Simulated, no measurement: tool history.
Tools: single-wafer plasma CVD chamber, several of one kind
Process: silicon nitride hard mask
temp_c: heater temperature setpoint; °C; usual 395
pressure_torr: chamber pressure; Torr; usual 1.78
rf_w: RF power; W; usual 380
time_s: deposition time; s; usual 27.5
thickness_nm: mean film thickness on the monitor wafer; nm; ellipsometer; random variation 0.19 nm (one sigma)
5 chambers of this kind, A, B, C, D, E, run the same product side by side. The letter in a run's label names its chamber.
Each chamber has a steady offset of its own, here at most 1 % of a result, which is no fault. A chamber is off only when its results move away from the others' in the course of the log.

run,day,temp_c,pressure_torr,rf_w,time_s,hours since the last thermocouple change,hours since the last RF generator calibration,hours since the last manometer calibration,"read-back reference wafer on the same gauge, thickness_nm",thickness_nm
1C,0.275,395,1.78,380,27.5,1530.2,1303.7,425.9,32.958,37.690
2A,0.692,395,1.78,380,27.5,1990.3,1064.2,1718.4,32.863,38.054
3B,1.062,395,1.78,380,27.5,1458.0,311.5,921.7,32.931,38.679
4E,1.458,395,1.78,380,27.5,1372.0,653.8,1752.8,32.887,37.687
5D,1.846,395,1.78,380,27.5,537.1,1887.5,1727.0,32.908,37.881
6D,2.121,395,1.78,380,27.5,543.7,1894.1,1733.6,32.923,38.155
7C,2.554,395,1.78,380,27.5,1584.9,1358.4,480.6,32.899,37.900
8E,2.825,395,1.78,380,27.5,1404.8,686.6,1785.6,32.897,38.100
9A,3.267,395,1.78,380,27.5,2052.1,1126.0,1780.2,32.908,38.190
# day 3.454: chamber D: capacitance manometer re-zeroed and calibrated
10B,3.575,395,1.38,410,27.5,1518.3,371.8,982.0,32.894,37.255
# day 3.742: chamber A: RF generator calibrated
11A,3.954,395,1.38,410,27.5,2068.6,5.2,1796.7,32.904,36.836
12B,4.200,395,1.38,410,27.5,1533.3,386.8,997.0,32.938,37.408
13C,4.425,395,1.38,410,27.5,1629.8,1403.3,525.5,32.893,37.027
14D,4.671,395,1.38,410,27.5,604.9,1955.3,29.2,32.908,36.886
15E,5.012,395,1.78,380,27.5,1457.3,739.1,1838.1,32.917,37.908
16C,5.217,395,1.78,380,27.5,1648.8,1422.3,544.5,32.906,37.876
17A,5.508,395,1.78,380,27.5,2105.9,42.5,1834.0,32.930,38.146
18D,5.758,395,1.78,380,27.5,631.0,1981.4,55.3,32.860,38.283
19E,6.088,395,1.78,380,27.5,1483.1,764.9,1863.9,32.917,37.513
20B,6.508,395,1.78,380,27.5,1588.7,442.2,1052.4,32.921,38.429
21C,6.950,395,1.78,380,27.5,1690.4,1463.9,586.1,32.953,37.944
22A,7.250,395,1.78,380,27.5,2147.7,84.3,1875.8,32.885,37.932
23B,7.633,395,1.78,380,27.5,1615.7,469.2,1079.4,32.894,38.323
24D,7.900,395,1.78,380,27.5,682.4,2032.8,106.7,32.959,38.046
25E,8.254,395,1.78,420,27.5,1535.1,816.9,1915.9,32.916,40.299
26B,8.492,395,1.78,420,27.5,1636.3,489.8,1100.0,32.902,40.936
# day 8.792: chamber E: thermocouple changed; heater temperature recalibrated
27A,8.838,395,1.78,420,27.5,2185.8,122.4,1913.9,32.921,39.975
28D,9.050,395,1.78,420,27.5,710.0,2060.4,134.3,32.927,40.753
29E,9.246,395,1.78,420,27.5,11.0,840.7,1939.7,32.924,40.488
30C,9.488,395,1.44,380,30.1,1751.3,1524.8,647.0,32.853,38.875
# day 9.533: chamber D: RF generator calibrated
31C,9.721,395,1.44,380,30.1,1756.9,1530.4,652.6,32.870,39.104
32A,10.129,395,1.44,380,30.1,2216.8,153.4,1944.9,32.874,38.836
33B,10.371,395,1.44,380,30.1,1681.4,534.9,1145.1,32.917,39.624
34D,10.700,395,1.44,380,30.1,749.6,28.1,173.9,32.847,38.973
35E,11.008,395,1.78,380,27.5,53.3,883.0,1982.0,32.905,37.936

Next, every chamber runs the same settings. What will each give?
36A,11.333,395,1.78,380,27.5,,,,,?
36B,11.333,395,1.78,380,27.5,,,,,?
36C,11.333,395,1.78,380,27.5,,,,,?
36D,11.333,395,1.78,380,27.5,,,,,?
36E,11.333,395,1.78,380,27.5,,,,,?

run,thickness_nm
36A,37.497
36B,38.509
36C,37.831
36D,38.357
36E,38.112
